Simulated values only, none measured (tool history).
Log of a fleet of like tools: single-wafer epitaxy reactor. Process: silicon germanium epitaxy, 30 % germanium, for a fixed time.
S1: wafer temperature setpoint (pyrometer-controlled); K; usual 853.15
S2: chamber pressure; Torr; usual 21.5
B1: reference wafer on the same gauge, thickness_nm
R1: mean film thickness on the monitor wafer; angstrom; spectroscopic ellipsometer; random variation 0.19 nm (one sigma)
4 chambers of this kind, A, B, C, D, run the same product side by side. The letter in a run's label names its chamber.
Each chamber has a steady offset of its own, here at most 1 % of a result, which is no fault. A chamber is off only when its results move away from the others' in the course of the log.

run   hour      S1    S2      B1      R1
 1C   12.1  853.15  21.5  50.101     422
 2D   26.8  853.15  21.5  49.984  419.03
 3A   34.8  853.15  21.5  49.984  415.51
 4B   44.3  853.15  21.5  49.953  417.87
 5A   55.6  853.15  23.8  50.014  439.33
 6C   62.3  853.15  23.8  50.009  439.54
 7B   73.1  853.15  23.8  50.011  434.12
 8D   84.6  853.15  23.8  50.008  435.42
 9B   91.7  853.15  21.5  50.058   421.6
10C  106.4  853.15  21.5   49.94  421.62
11D  119.4  853.15  21.5  50.003  419.73
12A  129.2  853.15  21.5  49.978   416.8
13B  137.4  853.15  21.5  50.054  414.49
14A  150.2  853.15  21.5  49.977  419.71
15C  158.7  853.15  21.5  49.989  420.25
16D  172.2  853.15  21.5  49.964  417.36
17A  181.7  853.15  21.5  49.983  417.87
18D  194.1  853.15  21.5  49.973  421.06
19C  205.7  853.15  21.5  50.023  422.59
20B  218.9  853.15  21.5  49.975  404.04
21C    228  853.15  21.5  49.984  420.82
22D  239.9  853.15  21.5  49.977  421.83
23B  246.4  853.15  21.5  49.996  403.83
24A  260.9  853.15  21.5  49.953  415.69
25D  269.9  853.15  21.5  50.047  421.08
26C  280.6  853.15  24.7  50.027  445.02
27A  293.4  853.15  24.7  50.059  439.54
28B  302.9  853.15  24.7  50.002  416.74
29A  311.3  853.15  24.7  49.989   447.9
     322.9  -- chamber C: capacitance manometer re-zeroed and calibrated
30D  323.3  853.15  21.5  49.913  419.29
31C  331.6  853.15  21.5  49.986  422.18
32B  344.5  853.15  21.5   50.06  395.28
33D  350.9  853.15  21.5  50.018  421.24
34C  358.1  853.15  21.5  50.023  418.17

All 4 chambers run these settings next. Forecast each chamber's results:
35A  368.9  864.15  21.5       ?
35B  368.9  864.15  21.5       ?
35C  368.9  864.15  21.5       ?
35D  368.9  864.15  21.5       ?

run      R1
35A  518.83
35B  485.82
35C  523.17
35D  516.97

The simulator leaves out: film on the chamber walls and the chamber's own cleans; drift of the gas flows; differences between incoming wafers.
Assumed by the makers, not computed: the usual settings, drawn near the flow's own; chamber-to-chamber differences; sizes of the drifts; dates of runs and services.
